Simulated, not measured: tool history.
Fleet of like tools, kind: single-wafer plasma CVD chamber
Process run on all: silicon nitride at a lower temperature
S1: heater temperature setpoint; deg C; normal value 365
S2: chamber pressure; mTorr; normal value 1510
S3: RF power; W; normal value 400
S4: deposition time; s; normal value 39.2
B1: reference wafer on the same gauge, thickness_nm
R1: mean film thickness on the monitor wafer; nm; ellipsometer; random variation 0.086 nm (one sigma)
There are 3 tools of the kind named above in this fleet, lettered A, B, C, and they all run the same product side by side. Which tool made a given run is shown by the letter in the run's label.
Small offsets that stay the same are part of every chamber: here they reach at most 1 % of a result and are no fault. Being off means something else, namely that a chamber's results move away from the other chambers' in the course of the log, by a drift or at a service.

| run | day | S1 | S2 | S3 | S4 | B1 | R1 |
|---|---|---|---|---|---|---|---|
| 1A | 0.438 | 365 | 1510 | 400 | 39.2 | 60.614 | 54.088 |
| 2C | 1.000 | 365 | 1510 | 400 | 39.2 | 60.644 | 53.923 |
| 3B | 1.283 | 365 | 1510 | 400 | 39.2 | 60.654 | 54.412 |
| 4C | 1.804 | 365 | 1510 | 400 | 39.2 | 60.658 | 53.875 |
| 5A | 2.083 | 365 | 1510 | 400 | 39.2 | 60.642 | 53.774 |
|  | 2.117 | chamber C: RF generator calibrated |
| 6B | 2.383 | 365 | 1510 | 400 | 39.2 | 60.701 | 54.399 |
| 7B | 2.708 | 365 | 1510 | 400 | 39.2 | 60.717 | 54.252 |
| 8C | 2.967 | 365 | 1510 | 400 | 45.1 | 60.699 | 62.098 |
| 9A | 3.442 | 365 | 1510 | 400 | 45.1 | 60.699 | 62.156 |
| 10A | 3.733 | 365 | 1510 | 400 | 45.1 | 60.713 | 62.062 |
| 11B | 4.200 | 365 | 1510 | 400 | 39.2 | 60.750 | 54.401 |
| 12C | 4.733 | 365 | 1510 | 400 | 39.2 | 60.765 | 54.070 |
| 13A | 5.304 | 365 | 1510 | 400 | 39.2 | 60.767 | 53.954 |
| 14C | 5.871 | 365 | 1510 | 400 | 39.2 | 60.801 | 54.247 |
| 15B | 6.446 | 365 | 1510 | 400 | 39.2 | 60.810 | 54.461 |
| 16A | 6.875 | 365 | 1510 | 400 | 39.2 | 60.821 | 54.186 |
| 17B | 7.250 | 365 | 1510 | 400 | 39.2 | 60.839 | 54.514 |
| 18C | 7.721 | 354 | 1510 | 400 | 42.3 | 60.887 | 58.629 |
| 19A | 8.029 | 354 | 1510 | 400 | 42.3 | 60.876 | 58.550 |
| 20B | 8.362 | 354 | 1510 | 400 | 42.3 | 60.885 | 59.022 |
| 21C | 8.708 | 365 | 1510 | 400 | 39.2 | 60.908 | 54.075 |
| 22C | 9.058 | 365 | 1510 | 400 | 39.2 | 60.874 | 54.103 |
| 23B | 9.617 | 365 | 1510 | 400 | 39.2 | 60.938 | 54.626 |
| 24A | 9.988 | 365 | 1510 | 400 | 39.2 | 60.921 | 54.181 |
| 25A | 10.454 | 365 | 1510 | 400 | 39.2 | 60.970 | 54.161 |
| 26C | 10.975 | 365 | 1510 | 400 | 39.2 | 60.964 | 54.286 |
| 27B | 11.346 | 365 | 1680 | 400 | 43.7 | 60.983 | 62.743 |
| 28C | 11.604 | 365 | 1680 | 400 | 43.7 | 60.979 | 62.491 |

Each of the 3 chambers runs these same settings next. Fill in every chamber's results:
| 29A | 12.017 | 365 | 1510 | 400 | 39.2 |  | ? |
| 29B | 12.017 | 365 | 1510 | 400 | 39.2 |  | ? |
| 29C | 12.017 | 365 | 1510 | 400 | 39.2 |  | ? |

| run | R1 |
|---|---|
| 29A | 54.278 |
| 29B | 54.750 |
| 29C | 54.083 |
